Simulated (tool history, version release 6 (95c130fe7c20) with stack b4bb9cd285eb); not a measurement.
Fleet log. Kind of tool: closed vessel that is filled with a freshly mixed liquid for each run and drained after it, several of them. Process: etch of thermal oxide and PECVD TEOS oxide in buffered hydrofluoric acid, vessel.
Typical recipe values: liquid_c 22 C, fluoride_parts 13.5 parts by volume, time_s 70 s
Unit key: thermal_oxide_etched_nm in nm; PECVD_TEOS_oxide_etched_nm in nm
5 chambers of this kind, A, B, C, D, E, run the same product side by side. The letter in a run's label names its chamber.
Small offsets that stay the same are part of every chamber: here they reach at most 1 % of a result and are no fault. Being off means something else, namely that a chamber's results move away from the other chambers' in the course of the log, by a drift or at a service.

run,day,liquid_c,fluoride_parts,time_s,"read-back film thickness of the thermal oxide reference wafer, read on the same gauge (nm)","read-back film thickness of the PECVD TEOS oxide reference wafer, read on the same gauge (nm)",thermal_oxide_etched_nm,PECVD_TEOS_oxide_etched_nm
1D,0.208,22,13.5,70,80.01,99.97,53.907,64.11
2E,0.488,22,13.5,70,80.017,99.996,54.019,63.049
3B,0.654,22,13.5,70,80.009,100.02,53.827,64.125
4C,0.867,22,13.5,70,79.975,99.971,53.384,63.48
5A,1.033,22,13.5,70,80.032,100,54.345,62.861
6B,1.229,22,13.5,70,79.995,99.977,53.207,63.749
7E,1.433,22,13.5,70,80.003,99.996,54.176,63.686
8C,1.675,22,13.5,70,80.008,99.989,53.465,63.082
9A,1.854,22,13.5,70,79.956,99.974,54.408,63.99
10D,2.192,22,13.5,70,79.99,99.995,54.277,63.152
11E,2.346,22,13.5,70,80.02,100,54.042,63.828
12C,2.596,22,13.5,70,79.986,99.992,53.359,63.318
13A,2.95,22,13.5,70,80.002,99.947,54.354,62.991
14B,3.125,22,13.5,70,79.997,100.02,53.54,63.247
15D,3.321,22,13.5,70,80.034,100.01,54.152,64.254
16A,3.654,22,13.5,70,79.986,100.01,54.647,63.489
17E,3.883,22,13.5,70,79.988,100.01,54.208,62.537
18D,4.192,22,13.5,70,79.999,99.991,54.063,63.172
19B,4.479,22,9.5,55,79.976,99.993,58.25,69.182
20C,4.658,22,9.5,55,80.015,99.998,57.969,67.865
21C,4.921,22,9.5,55,79.986,99.987,57.934,67.532
22A,5.112,22,9.5,55,79.979,99.992,59.787,68.896
23E,5.296,22,9.5,55,80.002,100,58.652,68.153
24D,5.592,22,13.5,70,79.984,100.02,54.448,63.292
25B,5.942,22,13.5,70,79.982,99.995,53.551,64.247
26D,6.262,22,13.5,70,80.022,100.01,54.326,63.261
27E,6.454,22,13.5,70,80.006,99.999,53.908,62.51
28B,6.65,22,13.5,70,79.995,100.03,53.191,64.642
29C,7,22,13.5,70,80.017,100.01,53.772,62.647
30A,7.229,22,13.5,70,79.998,100.05,53.809,63.485
31E,7.417,22,13.5,70,79.994,99.96,53.904,63.213
32D,7.604,22,13.5,70,80.011,99.97,54.05,63.413
33C,7.958,22,13.5,70,79.997,100.01,53.476,63.021
34B,8.196,22,13.5,70,79.976,99.975,53.093,64.089

Decide between three cases: one chamber stands off from its peers, the gauge reading all wafers drifts, or nothing is wrong past each chamber's small offset. Where a chamber is off, say which and what most likely put it there.

No chamber stands off beyond its own small offset, and the gauge holds steady.
